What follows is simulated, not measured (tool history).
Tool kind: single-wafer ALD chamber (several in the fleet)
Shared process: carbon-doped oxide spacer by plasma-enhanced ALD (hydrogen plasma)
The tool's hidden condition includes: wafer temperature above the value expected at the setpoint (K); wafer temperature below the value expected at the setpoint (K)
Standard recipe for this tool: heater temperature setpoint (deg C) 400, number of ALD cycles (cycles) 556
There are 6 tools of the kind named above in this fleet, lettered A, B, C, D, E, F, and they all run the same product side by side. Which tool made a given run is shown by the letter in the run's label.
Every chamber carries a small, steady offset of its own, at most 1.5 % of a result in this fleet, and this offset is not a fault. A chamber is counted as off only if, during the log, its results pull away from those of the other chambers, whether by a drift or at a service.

| run | hour | heater temperature setpoint (deg C) | number of ALD cycles (cycles) | hours since the last thermocouple change | read-back reference wafer on the same gauge, thickness_nm | mean film thickness on the monitor wafer (angstrom) |
|---|---|---|---|---|---|---|
| 1D | 5.4 | 400 | 556 | 2321.4 | 30.893 | 279.55 |
| 2F | 9.4 | 400 | 556 | 1404.6 | 30.891 | 278.68 |
| 3C | 13.7 | 400 | 556 | 1777.6 | 30.889 | 278.23 |
| 4B | 18.4 | 400 | 556 | 465 | 30.875 | 274.51 |
| 5A | 23 | 400 | 636 | 806.2 | 30.881 | 318.02 |
| 6E | 27.7 | 400 | 636 | 387.7 | 30.873 | 315.7 |
| 7D | 30.5 | 400 | 636 | 2346.5 | 30.868 | 319.27 |
| 8B | 34.8 | 400 | 636 | 481.4 | 30.856 | 314.53 |
| 9E | 40.7 | 400 | 636 | 400.7 | 30.853 | 315.55 |
| 10A | 44.2 | 400 | 636 | 827.4 | 30.85 | 317.22 |
| 11F | 49.7 | 412 | 512 | 1444.9 | 30.835 | 246.82 |
| 12C | 55.2 | 412 | 512 | 1819.1 | 30.819 | 246.55 |
| 13D | 60.9 | 412 | 512 | 2376.9 | 30.831 | 248.37 |
| 14E | 63.9 | 412 | 512 | 423.9 | 30.816 | 245.12 |
| 15B | 66.6 | 412 | 512 | 513.2 | 30.826 | 243.98 |
| 16A | 72.3 | 412 | 512 | 855.5 | 30.807 | 246.03 |
| 17C | 77.4 | 400 | 556 | 1841.3 | 30.825 | 277.44 |
| 18F | 83.5 | 400 | 556 | 1478.7 | 30.809 | 277.26 |
| 19B | 89.2 | 400 | 509 | 535.8 | 30.796 | 251.57 |
| 20A | 92.8 | 400 | 509 | 876 | 30.787 | 253.73 |
| 21E | 97.8 | 400 | 509 | 457.8 | 30.799 | 252.23 |
| 22F | 103.6 | 400 | 509 | 1498.8 | 30.787 | 254.28 |
| 23D | 107.1 | 400 | 509 | 2423.1 | 30.787 | 254.86 |
| 24C | 112.2 | 400 | 509 | 1876.1 | 30.779 | 253.51 |
| 25D | 117.8 | 400 | 556 | 2433.8 | 30.778 | 278.55 |
| 26A | 121.2 | 400 | 556 | 904.4 | 30.776 | 277.04 |
| 27E | 126.6 | 400 | 556 | 486.6 | 30.752 | 275.38 |
| 28F | 129.9 | 400 | 556 | 1525.1 | 30.755 | 276.68 |
| 29C | 133.5 | 400 | 556 | 1897.4 | 30.749 | 276.34 |
| 30B | 136.4 | 400 | 556 | 583 | 30.746 | 273.68 |
| 31B | 141.9 | 392 | 462 | 588.5 | 30.741 | 227.91 |
| 32C | 147.9 | 392 | 462 | 1911.8 | 30.742 | 230.36 |
| 33D | 152 | 392 | 462 | 2468 | 30.726 | 231.92 |
| 34F | 156.1 | 392 | 462 | 1551.3 | 30.715 | 228.84 |
| 35E | 159.2 | 392 | 462 | 519.2 | 30.711 | 228.63 |
| 36A | 165.3 | 392 | 462 | 948.5 | 30.716 | 229.47 |
| 37B | 170.3 | 400 | 556 | 616.9 | 30.711 | 273.48 |
| 38F | 174.2 | 414 | 662 | 1569.4 | 30.707 | 315.19 |
| 39D | 177.2 | 414 | 662 | 2493.2 | 30.701 | 316.92 |
| 40C | 183.3 | 414 | 662 | 1947.2 | 30.699 | 314.78 |

One chamber off, gauge drift, or nothing amiss beyond the chambers' own small offsets? If it is a chamber, which one, and what is the likeliest cause?

The gauge drifts, so all chambers seem to drift together. No chamber is off.
Likeliest cause: gauge reads low (%) = 0.674.

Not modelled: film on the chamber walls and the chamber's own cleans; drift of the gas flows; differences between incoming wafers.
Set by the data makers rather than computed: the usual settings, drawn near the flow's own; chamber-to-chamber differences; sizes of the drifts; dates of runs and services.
